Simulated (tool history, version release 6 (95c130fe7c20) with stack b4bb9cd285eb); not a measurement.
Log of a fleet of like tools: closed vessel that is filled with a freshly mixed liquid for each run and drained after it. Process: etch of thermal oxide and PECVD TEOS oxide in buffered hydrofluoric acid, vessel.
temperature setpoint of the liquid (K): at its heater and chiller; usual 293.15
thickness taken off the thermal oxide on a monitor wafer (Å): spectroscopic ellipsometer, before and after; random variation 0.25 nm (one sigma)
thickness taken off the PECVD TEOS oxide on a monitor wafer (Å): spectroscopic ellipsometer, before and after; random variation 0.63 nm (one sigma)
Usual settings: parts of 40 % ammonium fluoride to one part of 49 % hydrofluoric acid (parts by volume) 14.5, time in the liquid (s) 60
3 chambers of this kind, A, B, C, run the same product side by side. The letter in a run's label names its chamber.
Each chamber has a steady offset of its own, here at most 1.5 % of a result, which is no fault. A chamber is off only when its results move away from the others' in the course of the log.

run   hour  temperature setpoint of the liquid (K)  parts of 40 % ammonium fluoride to one part of 49 % hydrofluoric acid (parts by volume)  time in the liquid (s)  read-back film thickness of the thermal oxide reference wafer, read on the same gauge (nm)  read-back film thickness of the PECVD TEOS oxide reference wafer, read on the same gauge (nm)  thickness taken off the thermal oxide on a monitor wafer (Å)  thickness taken off the PECVD TEOS oxide on a monitor wafer (Å)
 1C   10.8                                  293.15                                                                                     14.5                      60                                                                                      109.99                                                                                         89.991                                                           387                                                           732.67
 2A   22.3                                  293.15                                                                                     14.5                      60                                                                                      110.01                                                                                         90.007                                                        382.58                                                           732.66
 3B   29.4                                  293.15                                                                                     14.5                      60                                                                                      110.01                                                                                         90.022                                                        386.91                                                           720.92
 4A   40.3                                  293.15                                                                                     14.5                      60                                                                                      110.02                                                                                         89.989                                                        387.04                                                           715.23
 5B   55.1                                  293.15                                                                                     14.5                      60                                                                                         110                                                                                         90.009                                                        386.56                                                            728.4
 6C   66.1                                  293.15                                                                                     14.5                      60                                                                                      109.99                                                                                         89.976                                                        388.56                                                           730.88
 7C   75.7                                  295.65                                                                                     14.5                      45                                                                                      109.99                                                                                         89.978                                                        335.47                                                           632.58
 8A   85.8                                  295.65                                                                                     14.5                      45                                                                                      110.03                                                                                             90                                                        335.62                                                           622.51
 9B   99.1                                  295.65                                                                                     14.5                      45                                                                                         110                                                                                         89.992                                                        331.02                                                           627.42
10C  107.8                                  293.15                                                                                     14.5                      60                                                                                      110.02                                                                                         89.994                                                           389                                                           727.05
11B  115.7                                  293.15                                                                                     14.5                      60                                                                                      109.99                                                                                         90.011                                                        384.67                                                           727.07
     121.4  -- chamber A: hydrofluoric acid flow meter replaced
12A    129                                  293.15                                                                                     14.5                      60                                                                                      109.98                                                                                         89.981                                                        389.13                                                           728.84
13C  140.5                                  293.15                                                                                     14.5                      60                                                                                      109.99                                                                                         90.002                                                        392.34                                                           737.44
14B  154.2                                  293.15                                                                                     14.5                      60                                                                                      110.02                                                                                         90.007                                                        385.97                                                           737.14
15A  161.5                                  293.15                                                                                     14.5                      60                                                                                      109.99                                                                                         90.013                                                        387.17                                                           741.01
16B  176.3                                  293.15                                                                                     14.5                      60                                                                                      110.01                                                                                         90.012                                                         384.9                                                           730.79
17A  189.4                                  293.15                                                                                     14.5                      60                                                                                         110                                                                                         89.967                                                        385.95                                                           732.89
18C  200.2                                  293.15                                                                                     14.5                      60                                                                                      109.99                                                                                          90.02                                                        391.98                                                           729.21
19B  212.9                                  293.15                                                                                     14.5                      60                                                                                         110                                                                                         90.016                                                        388.47                                                           730.06
20A  219.9                                  293.15                                                                                     14.5                      60                                                                                      109.98                                                                                         90.024                                                        392.08                                                           718.39

Next, every chamber runs the same settings. What will each give?
21A  230.6                                  293.15                                                                                     14.5                      90                                                                                                                                                                                                                                                        ?                                                                ?
21B  230.6                                  293.15                                                                                     14.5                      90                                                                                                                                                                                                                                                        ?                                                                ?
21C  230.6                                  293.15                                                                                     14.5                      90                                                                                                                                                                                                                                                        ?                                                                ?

run  thickness taken off the thermal oxide on a monitor wafer (Å)  thickness taken off the PECVD TEOS oxide on a monitor wafer (Å)
21A                                                        587.57                                                             1100
21B                                                        578.02                                                           1094.7
21C                                                        585.23                                                           1078.3

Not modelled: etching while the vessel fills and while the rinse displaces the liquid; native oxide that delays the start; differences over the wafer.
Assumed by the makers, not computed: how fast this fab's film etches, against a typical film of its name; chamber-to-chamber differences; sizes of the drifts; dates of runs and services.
